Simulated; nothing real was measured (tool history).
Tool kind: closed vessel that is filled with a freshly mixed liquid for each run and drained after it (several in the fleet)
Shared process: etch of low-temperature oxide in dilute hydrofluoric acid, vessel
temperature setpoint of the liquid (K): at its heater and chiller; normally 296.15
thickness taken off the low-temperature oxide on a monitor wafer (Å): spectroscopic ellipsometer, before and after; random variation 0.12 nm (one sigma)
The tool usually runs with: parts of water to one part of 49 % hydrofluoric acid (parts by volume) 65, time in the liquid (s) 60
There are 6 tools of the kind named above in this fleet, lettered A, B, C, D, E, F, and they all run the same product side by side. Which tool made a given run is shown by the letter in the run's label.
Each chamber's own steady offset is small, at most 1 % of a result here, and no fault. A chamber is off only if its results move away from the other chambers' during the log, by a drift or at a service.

run,hour,temperature setpoint of the liquid (K),parts of water to one part of 49 % hydrofluoric acid (parts by volume),time in the liquid (s),hours since the thermometer was replaced,hours since the hydrofluoric acid flow meter was replaced,"read-back film thickness of the low-temperature oxide reference wafer, read on the same gauge (nm)",thickness taken off the low-temperature oxide on a monitor wafer (Å)
1D,6.9,296.15,65,60,279.9,269.4,139.97,180.58
2B,10.7,296.15,65,60,408.8,1928.7,139.97,177.83
# hour 16.4: chamber B: hydrofluoric acid flow meter replaced
3E,17.2,296.15,65,60,1027.5,194.1,140.01,182.02
4F,21.5,296.15,65,60,755.7,656.7,139.99,180.71
5C,27.5,296.15,65,60,663.4,1097.1,139.98,179.63
6A,34.6,296.15,65,60,304,314.3,139.97,178.8
7E,38.9,296.15,65,30,1049.2,215.8,139.98,89.731
8B,46.2,296.15,65,30,444.3,29.9,140,90.09
9A,50.8,296.15,65,30,320.2,330.5,139.99,90.152
10D,56.7,296.15,65,30,329.7,319.2,139.99,90.527
11C,61.7,296.15,65,30,697.6,1131.3,139.98,90.424
12F,66.3,296.15,65,30,800.5,701.5,139.98,89.56
13C,71.6,296.15,65,60,707.5,1141.2,139.98,180.36
14D,75.4,296.15,65,60,348.4,337.9,139.97,181.61
15B,82.5,296.15,65,60,480.6,66.2,139.94,182.85
16A,86.3,296.15,65,60,355.7,366,140.02,178.88
17E,92.7,296.15,65,60,1103,269.6,139.99,179.93
18F,97.1,292.15,90,60,831.3,732.3,139.98,106.76
19D,103.7,292.15,90,60,376.7,366.2,140.02,107.64
20A,107.8,292.15,90,60,377.2,387.5,140,106.37
21C,114.2,292.15,90,60,750.1,1183.8,140.02,108.16
22F,119.5,292.15,90,60,853.7,754.7,140.01,107.78
# hour 124.6: chamber C: hydrofluoric acid flow meter replaced
23E,126.2,292.15,90,60,1136.5,303.1,140.01,106.71
24B,131.7,296.15,65,60,529.8,115.4,140,187.99
# hour 133.4: chamber F: thermometer replaced
25B,136,296.15,65,60,534.1,119.7,140.01,188.72
26E,141.3,296.15,65,60,1151.6,318.2,140,179.78
27D,145.4,296.15,65,60,418.4,407.9,140.01,180.05
28F,151.8,296.15,65,60,18.5,787,140.01,181.41
29C,158.8,296.15,65,60,794.7,34.3,140,179.77
# hour 160.3: chamber C: thermometer replaced
30A,163.2,296.15,65,90,432.6,442.9,139.97,268.38
31D,170.1,296.15,65,90,443.1,432.6,139.98,272.43
32F,173.5,296.15,65,90,40.2,808.7,140.03,270.89
33A,180,296.15,65,90,449.4,459.7,139.98,267.79
34B,183.7,296.15,65,90,581.8,167.4,139.98,290.89
35E,188.9,296.15,65,90,1199.2,365.8,140.01,272.96
36C,192.6,296.15,65,60,32.3,68.1,140,178.65

Is one chamber out of step, is the gauge drifting, or do the chambers differ by no more than their own small offsets? For an off chamber, give its letter and the likeliest cause.

Little by little, chamber B moves away from the other chambers.
What lies behind it: liquid hotter than its thermometer reads (K) = 1.96.
The log might look much the same if the cause were instead: hydrofluoric acid flow above the setpoint (%).

Below are 4 candidate recipes for chamber B's next run, each the usual settings with a change, their results shown as question marks. Which of them brings B's results back in line with what the other chambers give on the usual settings?
Counts as in line when no further than this from what the other chambers average on the usual settings: thickness taken off the low-temperature oxide on a monitor wafer (Å) 4.3
37B-1,197.8,296.15,65,65,,,,?
37B-2,197.8,296.15,70,60,,,,?
37B-3,197.8,295.15,65,60,,,,?
37B-4,197.8,297.15,65,60,,,,?

The other chambers' mean on the usual settings: thickness taken off the low-temperature oxide on a monitor wafer (Å) 180.01
run,thickness taken off the low-temperature oxide on a monitor wafer (Å)
37B-1,212.49
37B-2,180.96
37B-3,188.28
37B-4,204.35
Change 37B-2 lands the chamber within the allowed miss of the other chambers.

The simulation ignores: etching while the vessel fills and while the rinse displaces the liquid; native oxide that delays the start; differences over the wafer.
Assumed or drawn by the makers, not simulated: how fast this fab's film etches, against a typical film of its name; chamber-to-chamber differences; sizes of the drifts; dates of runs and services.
